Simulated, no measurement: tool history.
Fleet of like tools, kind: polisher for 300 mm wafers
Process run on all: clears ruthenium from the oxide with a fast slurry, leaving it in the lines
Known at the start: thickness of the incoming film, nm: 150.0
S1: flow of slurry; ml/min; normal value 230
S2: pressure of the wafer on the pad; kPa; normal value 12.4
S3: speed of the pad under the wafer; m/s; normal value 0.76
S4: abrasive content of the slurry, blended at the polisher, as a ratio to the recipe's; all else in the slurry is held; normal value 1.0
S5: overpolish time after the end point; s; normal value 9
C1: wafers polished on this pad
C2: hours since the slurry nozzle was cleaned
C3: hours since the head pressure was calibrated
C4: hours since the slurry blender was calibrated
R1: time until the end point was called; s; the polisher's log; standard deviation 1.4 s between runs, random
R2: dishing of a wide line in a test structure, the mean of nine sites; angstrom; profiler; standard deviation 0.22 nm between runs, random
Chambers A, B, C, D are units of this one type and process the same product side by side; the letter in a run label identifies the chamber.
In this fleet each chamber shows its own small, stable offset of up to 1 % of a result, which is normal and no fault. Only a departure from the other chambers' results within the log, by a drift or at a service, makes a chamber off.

run   hour   S1    S2    S3   S4  S5    C1     C2     C3     C4       R1       R2
       1.0  -- chamber A: worn pad replaced by a new one
       4.8  -- chamber B: worn pad replaced by a new one
 1D    6.5  230  12.4  0.76  1.0   9   997  449.2   71.9   51.1   89.557  128.230
 2A   10.5  230  12.4  0.76  1.0   9   103  118.3  609.0  309.5   92.309  129.080
 3C   16.7  230  12.4  0.76  1.0   9   596  473.2  256.9   56.7   92.676  132.090
      20.6  -- chamber C: slurry nozzle cleaned
      20.8  -- chamber C: worn pad replaced by a new one
 4B   21.4  230  12.4  0.76  1.0   9   181  247.0  341.5  260.5   89.837  133.710
 5A   25.5  230  12.4  0.76  1.0   9   266  133.3  624.0  324.5   89.057  132.500
 6C   32.4  230  12.4  0.76  1.0   9   126   11.9  272.6   72.4   91.184  128.900
      34.4  -- chamber B: slurry nozzle cleaned
 7D   36.3  230  12.4  0.76  1.0   9  1321  479.0  101.7   80.9   90.711  131.550
 8B   40.9  230  12.4  0.76  1.0   9   393    6.6  361.0  280.0   92.434  135.280
      45.4  -- chamber D: worn pad replaced by a new one
 9B   46.0  230  12.4  0.76  1.0   9   448   11.7  366.1  285.1   91.461  133.620
10A   50.6  230  12.4  0.76  1.0   9   539  158.4  649.1  349.6   91.374  128.170
11D   55.0  230  12.4  0.76  1.0   9   104  497.7  120.4   99.6   90.152  131.100
12C   60.0  230   8.3  0.64  1.0   9   426   39.5  300.2  100.0  157.270   75.194
      62.1  -- chamber A: slurry blender recalibrated
13B   65.2  230   8.3  0.64  1.0   9   657   30.9  385.3  304.3  164.800   73.294
      67.7  -- chamber C: worn pad replaced by a new one
14D   70.4  230   8.3  0.64  1.0   9   271  513.1  135.8  115.0  159.380   73.130
15C   75.7  230   8.3  0.64  1.0   9    87   55.2  315.9  115.7  158.260   77.374
      79.6  -- chamber D: slurry blender recalibrated
16A   83.7  230  12.4  0.76  1.0   9   898  191.5  682.2   21.6   92.153  129.960
      88.0  -- chamber A: worn pad replaced by a new one
17B   89.3  230  12.4  0.76  1.0   9   919   55.0  409.4  328.4   92.748  130.340
      90.7  -- chamber B: worn pad replaced by a new one
18D   93.9  230  12.4  0.76  1.0   9   527  536.6  159.3   14.3   88.378  132.410
19A   99.1  230  12.4  0.62  1.0   9   121  206.9  697.6   37.0  110.170  102.540
20C  105.3  230  12.4  0.62  1.0   9   409   84.8  345.5  145.3  108.160  106.040
21A  111.0  230  12.4  0.62  1.0   9   250  218.8  709.5   48.9  112.270  105.540
22B  118.2  230  12.4  0.62  1.0   9   299   83.9  438.3  357.3  112.810  110.590
23C  123.8  230  12.4  0.76  1.0   9   610  103.3  364.0  163.8   91.598  130.190
     124.9  -- chamber C: worn pad replaced by a new one
24D  130.9  230  12.4  0.76  1.0   9   929  573.6  196.3   51.3   91.225  136.310
25C  136.7  230  12.4  0.76  1.0   9   128  116.2  376.9  176.7   91.549  130.350
26D  141.3  230  12.4  0.76  1.0   9  1042  584.0  206.7   61.7   91.004  131.650
27B  145.1  230  12.4  0.98  1.0   5   591  110.8  465.2  384.2   70.097   97.096
     145.2  -- chamber C: head pressure recalibrated
28A  153.2  230  12.4  0.98  1.0   5   709  261.0  751.7   91.1   69.029   95.075
29D  156.8  230  12.4  0.98  1.0   5  1210  599.5  222.2   77.2   69.680   95.213
     162.5  -- chamber A: worn pad replaced by a new one
30B  164.3  230  12.4  0.98  1.0   5   800  130.0  484.4  403.4   72.954   93.111
31A  168.4  230  12.4  0.76  1.0   9    64  276.2  766.9  106.3   87.856  129.060
32C  174.9  230  12.4  1.00  1.0  14   543  154.4   29.8  214.9   69.476  265.580

Next, every chamber runs the same settings. What will each give?
33A  180.7  230  12.4  0.76  1.2   9                   ?   ?
33B  180.7  230  12.4  0.76  1.2   9                   ?   ?
33C  180.7  230  12.4  0.76  1.2   9                   ?   ?
33D  180.7  230  12.4  0.76  1.2   9                   ?   ?

run      R1       R2
33A  86.350  139.070
33B  85.551  145.760
33C  85.090  143.030
33D  84.425  140.610
